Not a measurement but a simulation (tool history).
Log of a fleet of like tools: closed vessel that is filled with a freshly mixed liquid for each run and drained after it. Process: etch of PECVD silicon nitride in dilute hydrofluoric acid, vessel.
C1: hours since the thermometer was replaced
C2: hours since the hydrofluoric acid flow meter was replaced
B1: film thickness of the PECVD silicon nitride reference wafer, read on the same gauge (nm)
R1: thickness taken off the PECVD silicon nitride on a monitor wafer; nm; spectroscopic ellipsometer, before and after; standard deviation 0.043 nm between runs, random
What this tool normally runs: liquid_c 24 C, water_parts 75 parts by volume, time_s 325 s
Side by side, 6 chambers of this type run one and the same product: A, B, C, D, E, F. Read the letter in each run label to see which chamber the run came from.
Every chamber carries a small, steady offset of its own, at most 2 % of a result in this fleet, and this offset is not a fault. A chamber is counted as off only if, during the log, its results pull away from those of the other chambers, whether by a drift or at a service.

Run 1A, hour 5.1: usual settings; C1 1382.3; C2 1241.5; B1 119.99. Result: R1 7.7489 nm.
Run 2E, hour 9: usual settings; C1 374.1; C2 98.9; B1 120.01. Result: R1 7.7435 nm.
Run 3D, hour 13: usual settings; C1 782.2; C2 252.7; B1 119.98. Result: R1 7.5729 nm.
Run 4B, hour 18.2: usual settings; C1 426.6; C2 1725.1; B1 120.01. Result: R1 7.733 nm.
Run 5C, hour 23.9: usual settings; C1 218; C2 550.4; B1 120. Result: R1 7.6941 nm.
Run 6F, hour 28.2: usual settings but liquid_c 21 C; C1 1353.4; C2 706.4; B1 120. Result: R1 6.3087 nm.
Run 7D, hour 31: usual settings but liquid_c 21 C; C1 800.2; C2 270.7; B1 120. Result: R1 6.2381 nm.
Run 8B, hour 36.5: usual settings but liquid_c 21 C; C1 444.9; C2 1743.4; B1 120.01. Result: R1 6.3429 nm.
Run 9C, hour 41.4: usual settings but liquid_c 21 C; C1 235.5; C2 567.9; B1 120.01. Result: R1 6.3034 nm.
Run 10F, hour 44.4: usual settings but liquid_c 21 C; C1 1369.6; C2 722.6; B1 120.01. Result: R1 6.3093 nm.
Run 11A, hour 48: usual settings but liquid_c 21 C; C1 1425.2; C2 1284.4; B1 120. Result: R1 6.2686 nm.
Run 12E, hour 52.7: usual settings; C1 417.8; C2 142.6; B1 120.01. Result: R1 7.73 nm.
Run 13E, hour 55.5: usual settings; C1 420.6; C2 145.4; B1 120.01. Result: R1 7.6541 nm.
Run 14A, hour 60.7: usual settings; C1 1437.9; C2 1297.1; B1 120. Result: R1 7.7199 nm.
Run 15B, hour 65.3: usual settings; C1 473.7; C2 1772.2; B1 120. Result: R1 7.7965 nm.
Run 16F, hour 67.9: usual settings; C1 1393.1; C2 746.1; B1 119.99. Result: R1 7.5013 nm.
Run 17C, hour 73.3: usual settings; C1 267.4; C2 599.8; B1 119.99. Result: R1 7.6551 nm.
Run 18D, hour 76.9: usual settings; C1 846.1; C2 316.6; B1 120.02. Result: R1 7.5462 nm.
Run 19D, hour 81.3: usual settings; C1 850.5; C2 321; B1 119.99. Result: R1 7.6307 nm.
Run 20E, hour 86.6: usual settings; C1 451.7; C2 176.5; B1 119.99. Result: R1 7.6981 nm.
Run 21C, hour 89.2: usual settings; C1 283.3; C2 615.7; B1 120. Result: R1 7.6535 nm.
Run 22B, hour 92.5: usual settings; C1 500.9; C2 1799.4; B1 120.01. Result: R1 7.6996 nm.
At hour 93.2: chamber A: hydrofluoric acid flow meter replaced.
Run 23F, hour 96.2: usual settings; C1 1421.4; C2 774.4; B1 120. Result: R1 7.3663 nm.
Run 24A, hour 100.9: usual settings; C1 1478.1; C2 7.8; B1 120.01. Result: R1 7.7272 nm.
Run 25C, hour 106.4: usual settings; C1 300.5; C2 632.9; B1 120. Result: R1 7.7204 nm.
Run 26B, hour 109.4: usual settings; C1 517.8; C2 1816.3; B1 119.99. Result: R1 7.7573 nm.
Run 27A, hour 114.6: usual settings; C1 1491.8; C2 21.5; B1 120.01. Result: R1 7.6975 nm.
Run 28E, hour 120.1: usual settings but water_parts 55 parts by volume; C1 485.2; C2 210; B1 119.99. Result: R1 10.473 nm.
Run 29F, hour 123.3: usual settings but water_parts 55 parts by volume; C1 1448.5; C2 801.5; B1 120.01. Result: R1 9.9766 nm.
Run 30D, hour 125.8: usual settings but water_parts 55 parts by volume; C1 895; C2 365.5; B1 120. Result: R1 10.361 nm.
Run 31D, hour 128.4: usual settings but water_parts 55 parts by volume; C1 897.6; C2 368.1; B1 120. Result: R1 10.445 nm.
Run 32B, hour 132.8: usual settings but water_parts 55 parts by volume; C1 541.2; C2 1839.7; B1 119.98. Result: R1 10.498 nm.
Run 33A, hour 138.1: usual settings but water_parts 55 parts by volume; C1 1515.3; C2 45; B1 120.01. Result: R1 10.501 nm.
Run 34F, hour 141.9: usual settings but water_parts 60 parts by volume, time_s 515 s; C1 1467.1; C2 820.1; B1 120. Result: R1 14.376 nm.
Run 35C, hour 146: usual settings but water_parts 60 parts by volume, time_s 515 s; C1 340.1; C2 672.5; B1 120. Result: R1 15.376 nm.
Run 36E, hour 151.7: usual settings but water_parts 60 parts by volume, time_s 515 s; C1 516.8; C2 241.6; B1 120.01. Result: R1 15.282 nm.

Read the log: is a single chamber off, either drifting away or since a service, is the gauge that measures every chamber drifting, or is nothing wrong beyond small per-chamber offsets? Name any odd chamber and what most likely caused it.

One chamber, F, drifts off from the rest bit by bit.
Most likely cause: liquid colder than its thermometer reads (K) = 1.03.
The log might look much the same if the cause were instead: hydrofluoric acid flow below the setpoint (%).

Here are 4 candidates for chamber F's next run, each the usual settings with a change, their results left as question marks. Which one brings its results back in line with what the others give on the usual settings?
A result is in line if it is within this distance of the other chambers' mean on the usual settings: R1 0.15 nm
Run 37F-1, hour 155.8: usual settings but water_parts 70 parts by volume. Result: R1 ?.
Run 37F-2, hour 155.8: usual settings but liquid_c 23 C. Result: R1 ?.
Run 37F-3, hour 155.8: usual settings but water_parts 80 parts by volume, time_s 310 s. Result: R1 ?.
Run 37F-4, hour 155.8: usual settings but time_s 365 s. Result: R1 ?.

Usual-settings mean across the other chambers: R1 7.6945 nm
  run      R1
37F-1  7.7265
37F-2  6.7605
37F-3  6.4675
37F-4  8.1114
The answer is 37F-1, which returns the chamber to within the allowed miss of the others.
